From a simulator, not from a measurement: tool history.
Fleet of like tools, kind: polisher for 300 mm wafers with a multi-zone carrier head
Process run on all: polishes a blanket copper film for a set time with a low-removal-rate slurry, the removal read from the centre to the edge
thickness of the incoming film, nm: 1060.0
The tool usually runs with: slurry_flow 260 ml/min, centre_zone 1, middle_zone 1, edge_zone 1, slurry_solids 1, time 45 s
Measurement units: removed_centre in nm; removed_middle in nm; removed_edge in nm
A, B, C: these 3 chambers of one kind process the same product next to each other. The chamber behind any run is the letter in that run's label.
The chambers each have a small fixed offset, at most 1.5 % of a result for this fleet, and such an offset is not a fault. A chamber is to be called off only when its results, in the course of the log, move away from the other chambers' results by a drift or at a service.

{"run": "1B", "hour": 5.0, "slurry_flow": 260, "centre_zone": 1, "middle_zone": 1, "edge_zone": 1, "slurry_solids": 1, "time": 45, "removed_centre": 100.89, "removed_middle": 101.27, "removed_edge": 101.14}
{"run": "2C", "hour": 11.5, "slurry_flow": 260, "centre_zone": 1, "middle_zone": 1, "edge_zone": 1, "slurry_solids": 1, "time": 45, "removed_centre": 101.96, "removed_middle": 101.24, "removed_edge": 101.43}
{"hour": 12.8, "done": "chamber A: slurry nozzle cleaned"}
{"run": "3A", "hour": 17.8, "slurry_flow": 260, "centre_zone": 1, "middle_zone": 1, "edge_zone": 1, "slurry_solids": 1, "time": 45, "removed_centre": 100.56, "removed_middle": 104.06, "removed_edge": 102.3}
{"run": "4B", "hour": 21.5, "slurry_flow": 260, "centre_zone": 1, "middle_zone": 1, "edge_zone": 1, "slurry_solids": 1, "time": 45, "removed_centre": 99.762, "removed_middle": 101.68, "removed_edge": 101.08}
{"run": "5A", "hour": 27.1, "slurry_flow": 260, "centre_zone": 1, "middle_zone": 1, "edge_zone": 1, "slurry_solids": 1, "time": 45, "removed_centre": 101.12, "removed_middle": 100.24, "removed_edge": 102.09}
{"run": "6C", "hour": 32.7, "slurry_flow": 260, "centre_zone": 1, "middle_zone": 1, "edge_zone": 1, "slurry_solids": 1, "time": 45, "removed_centre": 101.79, "removed_middle": 98.432, "removed_edge": 98.335}
{"run": "7A", "hour": 37.7, "slurry_flow": 260, "centre_zone": 1, "middle_zone": 1, "edge_zone": 1, "slurry_solids": 1, "time": 45, "removed_centre": 101.01, "removed_middle": 99.405, "removed_edge": 102.85}
{"run": "8C", "hour": 42.4, "slurry_flow": 260, "centre_zone": 1, "middle_zone": 1, "edge_zone": 1, "slurry_solids": 1, "time": 45, "removed_centre": 101.17, "removed_middle": 100.41, "removed_edge": 99.774}
{"hour": 43.2, "done": "chamber B: centre zone pressure recalibrated"}
{"run": "9B", "hour": 47.7, "slurry_flow": 260, "centre_zone": 1, "middle_zone": 1, "edge_zone": 1, "slurry_solids": 1, "time": 45, "removed_centre": 101.5, "removed_middle": 102.33, "removed_edge": 98.634}
{"run": "10B", "hour": 51.2, "slurry_flow": 260, "centre_zone": 1, "middle_zone": 1, "edge_zone": 1, "slurry_solids": 1, "time": 45, "removed_centre": 101.99, "removed_middle": 100.65, "removed_edge": 102.45}
{"run": "11C", "hour": 55.2, "slurry_flow": 260, "centre_zone": 1, "middle_zone": 1.1, "edge_zone": 1, "slurry_solids": 1, "time": 45, "removed_centre": 101.61, "removed_middle": 107.78, "removed_edge": 98.254}
{"run": "12A", "hour": 61.6, "slurry_flow": 260, "centre_zone": 1, "middle_zone": 1.1, "edge_zone": 1, "slurry_solids": 1, "time": 45, "removed_centre": 101.96, "removed_middle": 109.82, "removed_edge": 101.73}
{"run": "13A", "hour": 67.7, "slurry_flow": 260, "centre_zone": 1, "middle_zone": 1.1, "edge_zone": 1, "slurry_solids": 1, "time": 45, "removed_centre": 101.04, "removed_middle": 109.8, "removed_edge": 100.04}
{"run": "14C", "hour": 71.8, "slurry_flow": 260, "centre_zone": 1.09, "middle_zone": 1, "edge_zone": 1, "slurry_solids": 1, "time": 45, "removed_centre": 111.2, "removed_middle": 99.432, "removed_edge": 100.56}
{"run": "15B", "hour": 75.7, "slurry_flow": 260, "centre_zone": 1.09, "middle_zone": 1, "edge_zone": 1, "slurry_solids": 1, "time": 45, "removed_centre": 110.89, "removed_middle": 98.017, "removed_edge": 100.72}
{"run": "16B", "hour": 82.2, "slurry_flow": 260, "centre_zone": 1.09, "middle_zone": 1, "edge_zone": 1, "slurry_solids": 1, "time": 45, "removed_centre": 111.44, "removed_middle": 100.82, "removed_edge": 101.16}
{"hour": 86.4, "done": "chamber B: worn pad replaced by a new one"}
{"run": "17C", "hour": 87.8, "slurry_flow": 260, "centre_zone": 1, "middle_zone": 1, "edge_zone": 1, "slurry_solids": 1, "time": 45, "removed_centre": 100.99, "removed_middle": 99.703, "removed_edge": 99.278}
{"run": "18A", "hour": 93.0, "slurry_flow": 260, "centre_zone": 1, "middle_zone": 1, "edge_zone": 1, "slurry_solids": 1, "time": 45, "removed_centre": 99.197, "removed_middle": 99.318, "removed_edge": 100.26}
{"run": "19B", "hour": 96.8, "slurry_flow": 260, "centre_zone": 1, "middle_zone": 1, "edge_zone": 1, "slurry_solids": 1, "time": 45, "removed_centre": 102.14, "removed_middle": 99.889, "removed_edge": 101.57}
{"run": "20C", "hour": 103.2, "slurry_flow": 260, "centre_zone": 1, "middle_zone": 1, "edge_zone": 1, "slurry_solids": 1, "time": 45, "removed_centre": 100.17, "removed_middle": 98.826, "removed_edge": 98.683}
{"run": "21A", "hour": 106.5, "slurry_flow": 340, "centre_zone": 1, "middle_zone": 1, "edge_zone": 1, "slurry_solids": 1, "time": 45, "removed_centre": 100.49, "removed_middle": 103.2, "removed_edge": 99.043}
{"run": "22B", "hour": 112.7, "slurry_flow": 340, "centre_zone": 1, "middle_zone": 1, "edge_zone": 1, "slurry_solids": 1, "time": 45, "removed_centre": 105.04, "removed_middle": 105.41, "removed_edge": 103.08}
{"hour": 113.8, "done": "chamber C: worn pad replaced by a new one"}
{"run": "23C", "hour": 119.7, "slurry_flow": 340, "centre_zone": 1, "middle_zone": 1, "edge_zone": 1, "slurry_solids": 1, "time": 45, "removed_centre": 105.48, "removed_middle": 104, "removed_edge": 99.428}
{"run": "24A", "hour": 125.1, "slurry_flow": 260, "centre_zone": 1, "middle_zone": 1, "edge_zone": 1, "slurry_solids": 1, "time": 45, "removed_centre": 97.923, "removed_middle": 98.104, "removed_edge": 98.613}
{"run": "25B", "hour": 130.6, "slurry_flow": 260, "centre_zone": 1, "middle_zone": 1, "edge_zone": 1, "slurry_solids": 1, "time": 45, "removed_centre": 100.55, "removed_middle": 99.704, "removed_edge": 101.76}
{"hour": 136.7, "done": "chamber A: centre zone pressure recalibrated"}
{"run": "26C", "hour": 137.0, "slurry_flow": 260, "centre_zone": 1, "middle_zone": 1, "edge_zone": 1, "slurry_solids": 1, "time": 45, "removed_centre": 102.79, "removed_middle": 98.829, "removed_edge": 97.898}
{"run": "27A", "hour": 143.8, "slurry_flow": 260, "centre_zone": 1, "middle_zone": 1, "edge_zone": 1, "slurry_solids": 0.85, "time": 45, "removed_centre": 92.956, "removed_middle": 92.766, "removed_edge": 94.542}
{"run": "28C", "hour": 149.9, "slurry_flow": 260, "centre_zone": 1, "middle_zone": 1, "edge_zone": 1, "slurry_solids": 0.85, "time": 45, "removed_centre": 98.916, "removed_middle": 97.515, "removed_edge": 95.034}
{"run": "29B", "hour": 154.2, "slurry_flow": 260, "centre_zone": 1, "middle_zone": 1, "edge_zone": 1, "slurry_solids": 0.85, "time": 45, "removed_centre": 97.513, "removed_middle": 97.764, "removed_edge": 96.88}
{"run": "30A", "hour": 159.3, "slurry_flow": 260, "centre_zone": 1, "middle_zone": 1, "edge_zone": 1, "slurry_solids": 1, "time": 45, "removed_centre": 93.322, "removed_middle": 94.742, "removed_edge": 94.159}
{"run": "31B", "hour": 166.0, "slurry_flow": 260, "centre_zone": 1, "middle_zone": 1, "edge_zone": 1, "slurry_solids": 1, "time": 45, "removed_centre": 99.883, "removed_middle": 99.35, "removed_edge": 100.85}
{"hour": 166.5, "done": "chamber B: worn pad replaced by a new one"}
{"run": "32C", "hour": 170.3, "slurry_flow": 260, "centre_zone": 1, "middle_zone": 1, "edge_zone": 1, "slurry_solids": 1, "time": 45, "removed_centre": 102.43, "removed_middle": 98.421, "removed_edge": 98.356}
{"run": "33A", "hour": 174.9, "slurry_flow": 260, "centre_zone": 1, "middle_zone": 1, "edge_zone": 1, "slurry_solids": 1, "time": 45, "removed_centre": 92.216, "removed_middle": 95.211, "removed_edge": 92.22}
{"run": "34B", "hour": 178.1, "slurry_flow": 260, "centre_zone": 1, "middle_zone": 1, "edge_zone": 1, "slurry_solids": 1, "time": 45, "removed_centre": 101.13, "removed_middle": 99.387, "removed_edge": 100.66}
{"run": "35C", "hour": 183.3, "slurry_flow": 260, "centre_zone": 1, "middle_zone": 1, "edge_zone": 1, "slurry_solids": 1, "time": 45, "removed_centre": 102.08, "removed_middle": 97.987, "removed_edge": 99.628}
{"run": "36A", "hour": 187.0, "slurry_flow": 260, "centre_zone": 1, "middle_zone": 1, "edge_zone": 1, "slurry_solids": 1, "time": 45, "removed_centre": 91.236, "removed_middle": 90.986, "removed_edge": 91.689}
{"run": "37B", "hour": 193.3, "slurry_flow": 260, "centre_zone": 1, "middle_zone": 1, "edge_zone": 1, "slurry_solids": 1, "time": 45, "removed_centre": 100.77, "removed_middle": 100.06, "removed_edge": 99.315}
{"run": "38A", "hour": 198.9, "slurry_flow": 260, "centre_zone": 1, "middle_zone": 1, "edge_zone": 1, "slurry_solids": 1, "time": 45, "removed_centre": 90.937, "removed_middle": 89.419, "removed_edge": 90.47}
{"run": "39C", "hour": 203.2, "slurry_flow": 345, "centre_zone": 1, "middle_zone": 1, "edge_zone": 1, "slurry_solids": 1.15, "time": 45, "removed_centre": 109.97, "removed_middle": 105.93, "removed_edge": 105.92}
{"run": "40B", "hour": 206.7, "slurry_flow": 345, "centre_zone": 1, "middle_zone": 1, "edge_zone": 1, "slurry_solids": 1.15, "time": 45, "removed_centre": 108.05, "removed_middle": 106.63, "removed_edge": 103.64}
{"run": "41A", "hour": 213.4, "slurry_flow": 345, "centre_zone": 1, "middle_zone": 1, "edge_zone": 1, "slurry_solids": 1.15, "time": 45, "removed_centre": 94.004, "removed_middle": 95.018, "removed_edge": 95.101}

One chamber off, gauge drift, or nothing amiss beyond the chambers' own small offsets? If it is a chamber, which one, and what is the likeliest cause?

One chamber, A, drifts off from the rest bit by bit.
What lies behind it: removal rate lost through wear of the pad, % = 12.5.

Below are 4 candidate recipes for chamber A's next run, each the usual settings with a change, their results shown as question marks. Which of them brings A's results back in line with what the other chambers give on the usual settings?
Maximum distance from the other chambers' mean on the usual settings for a result to count as in line: removed_centre 3.3 nm; removed_middle 5 nm; removed_edge 4 nm
{"run": "42A-1", "hour": 218.5, "slurry_flow": 270, "centre_zone": 1.03, "middle_zone": 1.01, "edge_zone": 0.99, "slurry_solids": 1.05, "time": 55, "removed_centre": "?", "removed_middle": "?", "removed_edge": "?"}
{"run": "42A-2", "hour": 218.5, "slurry_flow": 255, "centre_zone": 0.97, "middle_zone": 1, "edge_zone": 1.01, "slurry_solids": 0.95, "time": 36, "removed_centre": "?", "removed_middle": "?", "removed_edge": "?"}
{"run": "42A-3", "hour": 218.5, "slurry_flow": 255, "centre_zone": 0.98, "middle_zone": 1, "edge_zone": 1, "slurry_solids": 1, "time": 40, "removed_centre": "?", "removed_middle": "?", "removed_edge": "?"}
{"run": "42A-4", "hour": 218.5, "slurry_flow": 265, "centre_zone": 1.02, "middle_zone": 1, "edge_zone": 1, "slurry_solids": 1, "time": 50, "removed_centre": "?", "removed_middle": "?", "removed_edge": "?"}

Average result of the remaining chambers running the usual settings: removed_centre 101.11 nm; removed_middle 99.852 nm; removed_edge 99.988 nm
run=42A-1 removed_centre=114.01 removed_middle=110.75 removed_edge=109.42
run=42A-2 removed_centre=67.905 removed_middle=69.889 removed_edge=70.522
run=42A-3 removed_centre=77.143 removed_middle=78.501 removed_edge=78.803
run=42A-4 removed_centre=101.25 removed_middle=98.523 removed_edge=98.822
The right change is 42A-4: it brings the chamber back within the allowed miss of the others.
